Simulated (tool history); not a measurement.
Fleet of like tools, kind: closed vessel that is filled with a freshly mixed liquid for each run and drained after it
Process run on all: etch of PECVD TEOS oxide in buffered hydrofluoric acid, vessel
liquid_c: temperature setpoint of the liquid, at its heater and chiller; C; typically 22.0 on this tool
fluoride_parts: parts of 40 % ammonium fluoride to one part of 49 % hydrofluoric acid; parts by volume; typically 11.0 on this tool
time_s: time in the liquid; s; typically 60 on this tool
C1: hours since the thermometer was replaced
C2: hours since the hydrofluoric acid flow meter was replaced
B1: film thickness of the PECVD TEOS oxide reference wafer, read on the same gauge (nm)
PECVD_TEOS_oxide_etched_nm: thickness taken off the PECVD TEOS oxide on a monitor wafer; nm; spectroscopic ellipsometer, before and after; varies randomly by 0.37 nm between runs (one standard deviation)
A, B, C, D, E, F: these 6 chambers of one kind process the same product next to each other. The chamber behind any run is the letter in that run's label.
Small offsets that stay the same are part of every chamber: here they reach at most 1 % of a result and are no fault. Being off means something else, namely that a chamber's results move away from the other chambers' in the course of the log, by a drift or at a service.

Run 1E, hour 7.9: usual settings; C1 542.4; C2 2298.4; B1 30.001. Result: PECVD_TEOS_oxide_etched_nm 65.527 nm.
Run 2F, hour 17.9: usual settings; C1 1108.0; C2 237.2; B1 29.995. Result: PECVD_TEOS_oxide_etched_nm 65.727 nm.
At hour 20.3: chamber F: thermometer replaced.
Run 3D, hour 23.3: usual settings; C1 1211.0; C2 592.9; B1 29.971. Result: PECVD_TEOS_oxide_etched_nm 65.586 nm.
At hour 30.2: chamber A: hydrofluoric acid flow meter replaced.
At hour 30.4: chamber B: hydrofluoric acid flow meter replaced.
Run 4A, hour 33.0: usual settings; C1 633.3; C2 2.9; B1 30.032. Result: PECVD_TEOS_oxide_etched_nm 65.938 nm.
Run 5C, hour 41.6: usual settings; C1 1184.0; C2 521.0; B1 30.020. Result: PECVD_TEOS_oxide_etched_nm 64.919 nm.
Run 6B, hour 47.3: usual settings; C1 654.1; C2 16.9; B1 29.989. Result: PECVD_TEOS_oxide_etched_nm 64.502 nm.
Run 7C, hour 54.1: usual settings; C1 1196.5; C2 533.5; B1 30.002. Result: PECVD_TEOS_oxide_etched_nm 65.356 nm.
Run 8B, hour 62.5: usual settings; C1 669.3; C2 32.1; B1 29.969. Result: PECVD_TEOS_oxide_etched_nm 65.563 nm.
At hour 66.8: chamber E: hydrofluoric acid flow meter replaced.
Run 9D, hour 68.0: usual settings but liquid_c 26.5 C, time_s 40 s; C1 1255.7; C2 637.6; B1 29.987. Result: PECVD_TEOS_oxide_etched_nm 56.213 nm.
Run 10F, hour 77.0: usual settings but liquid_c 26.5 C, time_s 40 s; C1 56.8; C2 296.3; B1 30.031. Result: PECVD_TEOS_oxide_etched_nm 55.936 nm.
Run 11E, hour 83.4: usual settings but liquid_c 26.5 C, time_s 40 s; C1 617.9; C2 16.6; B1 29.993. Result: PECVD_TEOS_oxide_etched_nm 55.815 nm.
Run 12A, hour 92.3: usual settings but liquid_c 26.5 C, time_s 40 s; C1 692.6; C2 62.2; B1 30.005. Result: PECVD_TEOS_oxide_etched_nm 55.864 nm.
Run 13A, hour 98.6: usual settings but liquid_c 26.5 C, time_s 40 s; C1 698.9; C2 68.5; B1 30.021. Result: PECVD_TEOS_oxide_etched_nm 55.892 nm.
Run 14B, hour 108.2: usual settings but liquid_c 26.5 C, time_s 40 s; C1 715.0; C2 77.8; B1 30.013. Result: PECVD_TEOS_oxide_etched_nm 54.929 nm.
Run 15F, hour 118.9: usual settings; C1 98.7; C2 338.2; B1 30.026. Result: PECVD_TEOS_oxide_etched_nm 65.518 nm.
Run 16E, hour 126.6: usual settings; C1 661.1; C2 59.8; B1 29.984. Result: PECVD_TEOS_oxide_etched_nm 65.811 nm.
Run 17D, hour 133.8: usual settings; C1 1321.5; C2 703.4; B1 30.028. Result: PECVD_TEOS_oxide_etched_nm 65.483 nm.
Run 18C, hour 143.5: usual settings; C1 1285.9; C2 622.9; B1 30.005. Result: PECVD_TEOS_oxide_etched_nm 63.992 nm.
Run 19F, hour 149.3: usual settings; C1 129.1; C2 368.6; B1 30.007. Result: PECVD_TEOS_oxide_etched_nm 65.617 nm.
Run 20D, hour 159.4: usual settings; C1 1347.1; C2 729.0; B1 30.006. Result: PECVD_TEOS_oxide_etched_nm 66.556 nm.
Run 21A, hour 168.7: usual settings; C1 769.0; C2 138.6; B1 30.001. Result: PECVD_TEOS_oxide_etched_nm 65.754 nm.
Run 22C, hour 175.4: usual settings; C1 1317.8; C2 654.8; B1 30.022. Result: PECVD_TEOS_oxide_etched_nm 65.124 nm.
Run 23B, hour 186.4: usual settings; C1 793.2; C2 156.0; B1 30.028. Result: PECVD_TEOS_oxide_etched_nm 64.784 nm.
Run 24E, hour 195.3: usual settings; C1 729.8; C2 128.5; B1 30.034. Result: PECVD_TEOS_oxide_etched_nm 65.589 nm.
Run 25E, hour 207.0: usual settings; C1 741.5; C2 140.2; B1 30.004. Result: PECVD_TEOS_oxide_etched_nm 65.196 nm.
Run 26A, hour 214.1: usual settings; C1 814.4; C2 184.0; B1 30.002. Result: PECVD_TEOS_oxide_etched_nm 65.022 nm.
Run 27C, hour 221.4: usual settings; C1 1363.8; C2 700.8; B1 30.017. Result: PECVD_TEOS_oxide_etched_nm 65.439 nm.
Run 28D, hour 229.6: usual settings; C1 1417.3; C2 799.2; B1 29.999. Result: PECVD_TEOS_oxide_etched_nm 65.285 nm.
Run 29F, hour 240.3: usual settings; C1 220.1; C2 459.6; B1 29.999. Result: PECVD_TEOS_oxide_etched_nm 64.998 nm.
Run 30B, hour 248.5: usual settings; C1 855.3; C2 218.1; B1 29.995. Result: PECVD_TEOS_oxide_etched_nm 64.564 nm.
Run 31F, hour 260.1: usual settings; C1 239.9; C2 479.4; B1 29.987. Result: PECVD_TEOS_oxide_etched_nm 64.844 nm.
Run 32E, hour 267.6: usual settings but liquid_c 24.5 C, fluoride_parts 15.5 parts by volume; C1 802.1; C2 200.8; B1 29.991. Result: PECVD_TEOS_oxide_etched_nm 54.129 nm.
Run 33A, hour 273.5: usual settings but liquid_c 24.5 C, fluoride_parts 15.5 parts by volume; C1 873.8; C2 243.4; B1 29.962. Result: PECVD_TEOS_oxide_etched_nm 54.453 nm.
At hour 276.7: chamber A: thermometer replaced.
Run 34C, hour 279.0: usual settings but liquid_c 24.5 C, fluoride_parts 15.5 parts by volume; C1 1421.4; C2 758.4; B1 30.023. Result: PECVD_TEOS_oxide_etched_nm 53.538 nm.
Run 35D, hour 284.6: usual settings but liquid_c 24.5 C, fluoride_parts 15.5 parts by volume; C1 1472.3; C2 854.2; B1 29.993. Result: PECVD_TEOS_oxide_etched_nm 53.885 nm.
Run 36B, hour 293.1: usual settings but liquid_c 24.5 C, fluoride_parts 15.5 parts by volume; C1 899.9; C2 262.7; B1 29.994. Result: PECVD_TEOS_oxide_etched_nm 52.924 nm.
Run 37E, hour 302.0: usual settings but liquid_c 24.5 C, fluoride_parts 15.5 parts by volume; C1 836.5; C2 235.2; B1 30.028. Result: PECVD_TEOS_oxide_etched_nm 53.652 nm.
Run 38B, hour 313.8: usual settings; C1 920.6; C2 283.4; B1 29.995. Result: PECVD_TEOS_oxide_etched_nm 64.886 nm.
Run 39C, hour 319.9: usual settings but liquid_c 18.5 C, time_s 50 s; C1 1462.3; C2 799.3; B1 29.994. Result: PECVD_TEOS_oxide_etched_nm 44.380 nm.
At hour 322.8: chamber D: thermometer replaced.
Run 40A, hour 330.9: usual settings but liquid_c 18.5 C, time_s 50 s; C1 54.2; C2 300.8; B1 29.998. Result: PECVD_TEOS_oxide_etched_nm 44.575 nm.
Run 41F, hour 338.2: usual settings but liquid_c 18.5 C, time_s 50 s; C1 318.0; C2 557.5; B1 30.012. Result: PECVD_TEOS_oxide_etched_nm 44.583 nm.
Run 42D, hour 344.5: usual settings but liquid_c 18.5 C, time_s 50 s; C1 21.8; C2 914.1; B1 30.001. Result: PECVD_TEOS_oxide_etched_nm 44.626 nm.

Each of the 6 chambers runs these same settings next. Fill in every chamber's results:
Run 43A, hour 353.2: usual settings. Result: PECVD_TEOS_oxide_etched_nm ?.
Run 43B, hour 353.2: usual settings. Result: PECVD_TEOS_oxide_etched_nm ?.
Run 43C, hour 353.2: usual settings. Result: PECVD_TEOS_oxide_etched_nm ?.
Run 43D, hour 353.2: usual settings. Result: PECVD_TEOS_oxide_etched_nm ?.
Run 43E, hour 353.2: usual settings. Result: PECVD_TEOS_oxide_etched_nm ?.
Run 43F, hour 353.2: usual settings. Result: PECVD_TEOS_oxide_etched_nm ?.

run  PECVD_TEOS_oxide_etched_nm
43A                      65.611
43B                      64.935
43C                      65.517
43D                      66.427
43E                      65.835
43F                      64.953
